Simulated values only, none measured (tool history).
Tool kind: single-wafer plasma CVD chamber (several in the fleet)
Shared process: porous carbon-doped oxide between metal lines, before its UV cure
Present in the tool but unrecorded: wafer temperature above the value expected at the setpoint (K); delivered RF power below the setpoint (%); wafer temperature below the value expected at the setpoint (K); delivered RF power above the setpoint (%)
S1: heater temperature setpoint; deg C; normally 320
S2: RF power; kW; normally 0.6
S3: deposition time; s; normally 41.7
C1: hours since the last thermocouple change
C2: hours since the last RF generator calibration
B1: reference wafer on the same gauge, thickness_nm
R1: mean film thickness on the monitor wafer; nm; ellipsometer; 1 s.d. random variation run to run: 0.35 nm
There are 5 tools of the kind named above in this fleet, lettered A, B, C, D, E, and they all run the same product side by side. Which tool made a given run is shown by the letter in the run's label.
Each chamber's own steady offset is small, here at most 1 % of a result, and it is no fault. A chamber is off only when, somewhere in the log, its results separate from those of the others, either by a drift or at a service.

run,hour,S1,S2,S3,C1,C2,B1,R1
# hour 3.2: chamber A: RF generator calibrated
1D,4.6,320,0.6,41.7,930.6,1342.4,229.01,226.47
2A,9.2,320,0.6,41.7,1502.9,6,228.93,226.8
3C,13.4,320,0.6,41.7,889.2,289.6,229.01,227.42
4E,18.1,320,0.6,41.7,443.7,1898.8,228.92,227.64
5B,22,320,0.6,41.7,73.2,641.7,228.74,225.06
6C,25.5,320,0.6,41.7,901.3,301.7,228.81,228.16
7D,31.1,320,0.6,41.7,957.1,1368.9,228.72,226.48
8B,35.2,320,0.6,41.7,86.4,654.9,228.71,225.18
9E,39.5,320,0.6,41.7,465.1,1920.2,228.75,227.1
10A,43.6,320,0.6,41.7,1537.3,40.4,228.68,225.72
11B,48.7,320,0.6,41.7,99.9,668.4,228.64,225.11
12A,54.2,320,0.6,41.7,1547.9,51,228.55,226.3
13D,59.4,320,0.6,41.7,985.4,1397.2,228.48,225.99
14C,65.7,320,0.6,41.7,941.5,341.9,228.51,227.31
15E,71.5,320,0.6,41.7,497.1,1952.2,228.42,226.94
16B,75.6,320,0.6,41.7,126.8,695.3,228.35,224.67
17D,82.2,320,0.6,41.7,1008.2,1420,228.32,225.26
18A,86.2,320,0.6,41.7,1579.9,83,228.26,226.39
19E,89.6,320,0.6,41.7,515.2,1970.3,228.23,226.78
20C,93.4,320,0.6,41.7,969.2,369.6,228.29,227.95
21B,97.4,308,0.645,41.7,148.6,717.1,228.14,250.52
22A,103.9,308,0.645,41.7,1597.6,100.7,228.2,253.07
23C,109.4,308,0.645,41.7,985.2,385.6,228.22,253.55
24E,115.7,308,0.645,41.7,541.3,1996.4,228.1,253.41
25D,122.6,308,0.645,41.7,1048.6,1460.4,228.03,251.87
26C,126,320,0.6,41.7,1001.8,402.2,228.06,227.09
27B,129.9,320,0.6,41.7,181.1,749.6,227.98,224.28
28D,135.4,320,0.6,41.7,1061.4,1473.2,227.91,225.25
29E,139.7,320,0.6,41.7,565.3,2020.4,227.87,225.69
30A,146.6,320,0.6,41.7,1640.3,143.4,227.82,225.05
31C,150.3,320,0.6,41.7,1026.1,426.5,227.83,226.69
32D,153.9,320,0.6,41.7,1079.9,1491.7,227.83,225.29
33A,159.7,320,0.6,46,1653.4,156.5,227.82,248.33
34B,165.8,320,0.6,46,217,785.5,227.76,246.45
35E,172.3,320,0.6,46,597.9,2053,227.56,248.01
36C,176.7,320,0.6,46,1052.5,452.9,227.59,250.12
37B,181.2,320,0.6,46,232.4,800.9,227.57,246.53

All 5 chambers run these settings next. Forecast each chamber's results:
38A,186.4,320,0.545,41.7,,,,?
38B,186.4,320,0.545,41.7,,,,?
38C,186.4,320,0.545,41.7,,,,?
38D,186.4,320,0.545,41.7,,,,?
38E,186.4,320,0.545,41.7,,,,?

run,R1
38A,210.54
38B,210.79
38C,212.68
38D,210.99
38E,211.84
